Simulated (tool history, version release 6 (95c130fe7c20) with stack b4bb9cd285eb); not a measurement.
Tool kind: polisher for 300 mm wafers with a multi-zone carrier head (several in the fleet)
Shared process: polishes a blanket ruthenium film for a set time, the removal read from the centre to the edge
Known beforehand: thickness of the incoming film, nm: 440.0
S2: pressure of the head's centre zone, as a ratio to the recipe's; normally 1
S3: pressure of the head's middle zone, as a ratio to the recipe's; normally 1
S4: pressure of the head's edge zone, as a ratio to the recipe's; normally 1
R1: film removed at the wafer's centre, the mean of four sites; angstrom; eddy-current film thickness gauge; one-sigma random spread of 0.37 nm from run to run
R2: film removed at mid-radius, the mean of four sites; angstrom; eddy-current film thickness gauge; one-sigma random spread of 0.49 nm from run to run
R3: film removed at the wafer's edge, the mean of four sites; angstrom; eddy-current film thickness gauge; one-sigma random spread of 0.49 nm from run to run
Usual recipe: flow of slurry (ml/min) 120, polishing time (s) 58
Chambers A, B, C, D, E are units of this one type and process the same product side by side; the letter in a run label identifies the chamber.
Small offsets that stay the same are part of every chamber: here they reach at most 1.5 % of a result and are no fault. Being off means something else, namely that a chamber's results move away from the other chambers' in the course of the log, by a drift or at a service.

run 1A hour=8.1 | flow_of_slurry_(ml/min)=120 S2=1 S3=1 S4=1 polishing_time_(s)=58 | R1=426.13 R2=424.42 R3=428.04
run 2C hour=13.7 | flow_of_slurry_(ml/min)=120 S2=1 S3=1 S4=1 polishing_time_(s)=58 | R1=426.86 R2=432.36 R3=422.27
run 3B hour=21.9 | flow_of_slurry_(ml/min)=120 S2=1 S3=1 S4=1 polishing_time_(s)=58 | R1=429.88 R2=429.92 R3=427.81
-- hour=31.9 chamber B: worn pad replaced by a new one
run 4D hour=32.4 | flow_of_slurry_(ml/min)=120 S2=1 S3=1 S4=1 polishing_time_(s)=58 | R1=430.45 R2=423.48 R3=429.82
run 5E hour=39.8 | flow_of_slurry_(ml/min)=120 S2=1 S3=1 S4=1 polishing_time_(s)=58 | R1=430.47 R2=425.13 R3=432.96
-- hour=41.4 chamber D: centre zone pressure recalibrated
-- hour=46.9 chamber C: slurry nozzle cleaned
run 6A hour=52.4 | flow_of_slurry_(ml/min)=120 S2=1 S3=1 S4=1 polishing_time_(s)=58 | R1=423.26 R2=419.68 R3=431.15
-- hour=61.2 chamber D: worn pad replaced by a new one
run 7E hour=64.4 | flow_of_slurry_(ml/min)=120 S2=1 S3=1 S4=1 polishing_time_(s)=58 | R1=425.84 R2=426.87 R3=427.05
-- hour=67.6 chamber E: worn pad replaced by a new one
run 8C hour=75.4 | flow_of_slurry_(ml/min)=120 S2=1 S3=1 S4=1 polishing_time_(s)=58 | R1=433.84 R2=436.26 R3=420.03
-- hour=81.6 chamber C: worn pad replaced by a new one
run 9D hour=83.7 | flow_of_slurry_(ml/min)=120 S2=1 S3=1 S4=1 polishing_time_(s)=58 | R1=430.72 R2=427.17 R3=439.9
-- hour=93.5 chamber A: slurry nozzle cleaned
run 10B hour=95.9 | flow_of_slurry_(ml/min)=120 S2=1 S3=1 S4=1 polishing_time_(s)=58 | R1=418.63 R2=430.75 R3=431.48
-- hour=101.6 chamber B: worn pad replaced by a new one
run 11D hour=103.7 | flow_of_slurry_(ml/min)=120 S2=1 S3=1 S4=1 polishing_time_(s)=58 | R1=434.1 R2=432.51 R3=430.58
-- hour=110.2 chamber A: worn pad replaced by a new one
run 12C hour=110.5 | flow_of_slurry_(ml/min)=120 S2=1 S3=1 S4=1 polishing_time_(s)=58 | R1=427.17 R2=419.96 R3=414.18
run 13B hour=119.3 | flow_of_slurry_(ml/min)=120 S2=1 S3=1 S4=1 polishing_time_(s)=58 | R1=423.41 R2=431.15 R3=416.32
run 14A hour=126.8 | flow_of_slurry_(ml/min)=120 S2=1 S3=1 S4=1 polishing_time_(s)=58 | R1=433.15 R2=421.74 R3=417.82
-- hour=127.9 chamber D: worn pad replaced by a new one
-- hour=131.3 chamber E: worn pad replaced by a new one
run 15E hour=138.7 | flow_of_slurry_(ml/min)=120 S2=1 S3=1 S4=1 polishing_time_(s)=58 | R1=416.3 R2=422.59 R3=420.85
-- hour=143.5 chamber B: edge zone pressure recalibrated
run 16B hour=148.3 | flow_of_slurry_(ml/min)=120 S2=1 S3=1 S4=1 polishing_time_(s)=58 | R1=429.96 R2=426.25 R3=432.03
-- hour=149.9 chamber D: slurry nozzle cleaned
run 17E hour=159.7 | flow_of_slurry_(ml/min)=120 S2=1 S3=1 S4=1 polishing_time_(s)=58 | R1=420.36 R2=424.99 R3=412.13
-- hour=165.3 chamber B: worn pad replaced by a new one
-- hour=169.3 chamber C: worn pad replaced by a new one
run 18C hour=171.6 | flow_of_slurry_(ml/min)=120 S2=1 S3=1 S4=1 polishing_time_(s)=58 | R1=430.16 R2=438.11 R3=434.22
run 19D hour=179.9 | flow_of_slurry_(ml/min)=120 S2=1 S3=1 S4=1 polishing_time_(s)=58 | R1=433.21 R2=432.77 R3=429.32
run 20A hour=190.8 | flow_of_slurry_(ml/min)=120 S2=1 S3=1 S4=1 polishing_time_(s)=58 | R1=433.88 R2=425.17 R3=428.88
-- hour=201.7 chamber D: worn pad replaced by a new one
run 21A hour=203.6 | flow_of_slurry_(ml/min)=120 S2=1 S3=1 S4=1 polishing_time_(s)=58 | R1=430.19 R2=426.5 R3=426.72
-- hour=204.7 chamber E: worn pad replaced by a new one
run 22B hour=212.1 | flow_of_slurry_(ml/min)=120 S2=1 S3=1 S4=1 polishing_time_(s)=58 | R1=424.65 R2=428.81 R3=432.07
run 23E hour=224.4 | flow_of_slurry_(ml/min)=120 S2=1 S3=1 S4=1 polishing_time_(s)=58 | R1=413.4 R2=413.85 R3=418.28
-- hour=224.5 chamber B: slurry nozzle cleaned
-- hour=228.9 chamber A: worn pad replaced by a new one
-- hour=230 chamber B: worn pad replaced by a new one
run 24C hour=231.5 | flow_of_slurry_(ml/min)=120 S2=1 S3=1 S4=1 polishing_time_(s)=58 | R1=435.34 R2=430.67 R3=423.01
run 25D hour=243 | flow_of_slurry_(ml/min)=120 S2=1 S3=1 S4=1 polishing_time_(s)=58 | R1=438.34 R2=431.02 R3=430.85
run 26C hour=249 | flow_of_slurry_(ml/min)=120 S2=1 S3=1 S4=1 polishing_time_(s)=58 | R1=427.95 R2=434.43 R3=413.74
-- hour=258.1 chamber C: worn pad replaced by a new one
run 27B hour=261.3 | flow_of_slurry_(ml/min)=120 S2=1 S3=1 S4=1 polishing_time_(s)=58 | R1=424.63 R2=423.73 R3=427.85
-- hour=264.8 chamber D: worn pad replaced by a new one
run 28D hour=267.4 | flow_of_slurry_(ml/min)=120 S2=1 S3=1 S4=1 polishing_time_(s)=58 | R1=433.76 R2=431.81 R3=433.74
-- hour=273.9 chamber E: worn pad replaced by a new one
run 29E hour=279.5 | flow_of_slurry_(ml/min)=120 S2=1 S3=1 S4=1 polishing_time_(s)=58 | R1=400.7 R2=407.73 R3=407.96
-- hour=284.4 chamber A: edge zone pressure recalibrated
run 30A hour=286.4 | flow_of_slurry_(ml/min)=120 S2=1.08 S3=1 S4=1.05 polishing_time_(s)=58 | R1=464.51 R2=425.51 R3=435.19
run 31C hour=296.3 | flow_of_slurry_(ml/min)=120 S2=1.08 S3=1 S4=1.05 polishing_time_(s)=58 | R1=461.58 R2=442.95 R3=435.12
run 32D hour=302.9 | flow_of_slurry_(ml/min)=120 S2=1.08 S3=1 S4=1.05 polishing_time_(s)=58 | R1=470.69 R2=431.75 R3=449.07
-- hour=305.8 chamber B: worn pad replaced by a new one
run 33E hour=308.7 | flow_of_slurry_(ml/min)=120 S2=1.08 S3=1 S4=1.05 polishing_time_(s)=58 | R1=433.04 R2=408.95 R3=427.38
-- hour=314.7 chamber C: centre zone pressure recalibrated
run 34A hour=317.4 | flow_of_slurry_(ml/min)=120 S2=1.08 S3=1 S4=1.05 polishing_time_(s)=58 | R1=468.29 R2=427.52 R3=437.49
run 35B hour=327.6 | flow_of_slurry_(ml/min)=120 S2=1 S3=1 S4=1 polishing_time_(s)=58 | R1=421 R2=426.59 R3=423.6
-- hour=327.9 chamber E: edge zone pressure recalibrated
-- hour=329.3 chamber D: worn pad replaced by a new one
run 36D hour=337.9 | flow_of_slurry_(ml/min)=120 S2=1 S3=1 S4=1 polishing_time_(s)=58 | R1=428.02 R2=427.18 R3=437.15
-- hour=339 chamber C: worn pad replaced by a new one
run 37A hour=347.8 | flow_of_slurry_(ml/min)=120 S2=1 S3=1 S4=1 polishing_time_(s)=58 | R1=427.9 R2=425.52 R3=422.52
run 38E hour=354.3 | flow_of_slurry_(ml/min)=120 S2=1 S3=1 S4=1 polishing_time_(s)=58 | R1=396.21 R2=406.58 R3=406.17
run 39B hour=360.9 | flow_of_slurry_(ml/min)=120 S2=1 S3=1 S4=1 polishing_time_(s)=58 | R1=422.96 R2=428.94 R3=412.72
run 40C hour=368.9 | flow_of_slurry_(ml/min)=120 S2=1 S3=1 S4=1 polishing_time_(s)=58 | R1=436.38 R2=437.11 R3=419.52

Is one chamber out of step, is the gauge drifting, or do the chambers differ by no more than their own small offsets? For an off chamber, give its letter and the likeliest cause.

It is chamber E that slowly wanders off from its peers.
What lies behind it: slurry flow missing at the pad, % = 24.7.

Chamber E could run next with any of the 4 candidate recipes listed below; each alters the usual settings, and their results appear as question marks. Which one brings its results back in line with what the other chambers deliver on the usual settings?
Counts as in line when no further than this from what the other chambers average on the usual settings: R1 13 angstrom; R2 17 angstrom; R3 17 angstrom
run 41E-1 hour=378.1 | flow_of_slurry_(ml/min)=115 S2=0.98 S3=0.99 S4=1.01 polishing_time_(s)=55 | R1=? R2=? R3=?
run 41E-2 hour=378.1 | flow_of_slurry_(ml/min)=120 S2=1.01 S3=1 S4=0.99 polishing_time_(s)=59 | R1=? R2=? R3=?
run 41E-3 hour=378.1 | flow_of_slurry_(ml/min)=120 S2=0.99 S3=1 S4=1.01 polishing_time_(s)=57 | R1=? R2=? R3=?
run 41E-4 hour=378.1 | flow_of_slurry_(ml/min)=125 S2=1.02 S3=1.01 S4=0.99 polishing_time_(s)=61 | R1=? R2=? R3=?

The other chambers' mean on the usual settings: R1 429.16 angstrom; R2 429.26 angstrom; R3 426.46 angstrom
run=41E-1 R1=357.63 R2=370.64 R3=382.48
run=41E-2 R1=402.44 R2=406.46 R3=409.49
run=41E-3 R1=380.49 R2=392.71 R3=399.76
run=41E-4 R1=426.49 R2=429.18 R3=426.73
41E-4 brings the chamber back in line.

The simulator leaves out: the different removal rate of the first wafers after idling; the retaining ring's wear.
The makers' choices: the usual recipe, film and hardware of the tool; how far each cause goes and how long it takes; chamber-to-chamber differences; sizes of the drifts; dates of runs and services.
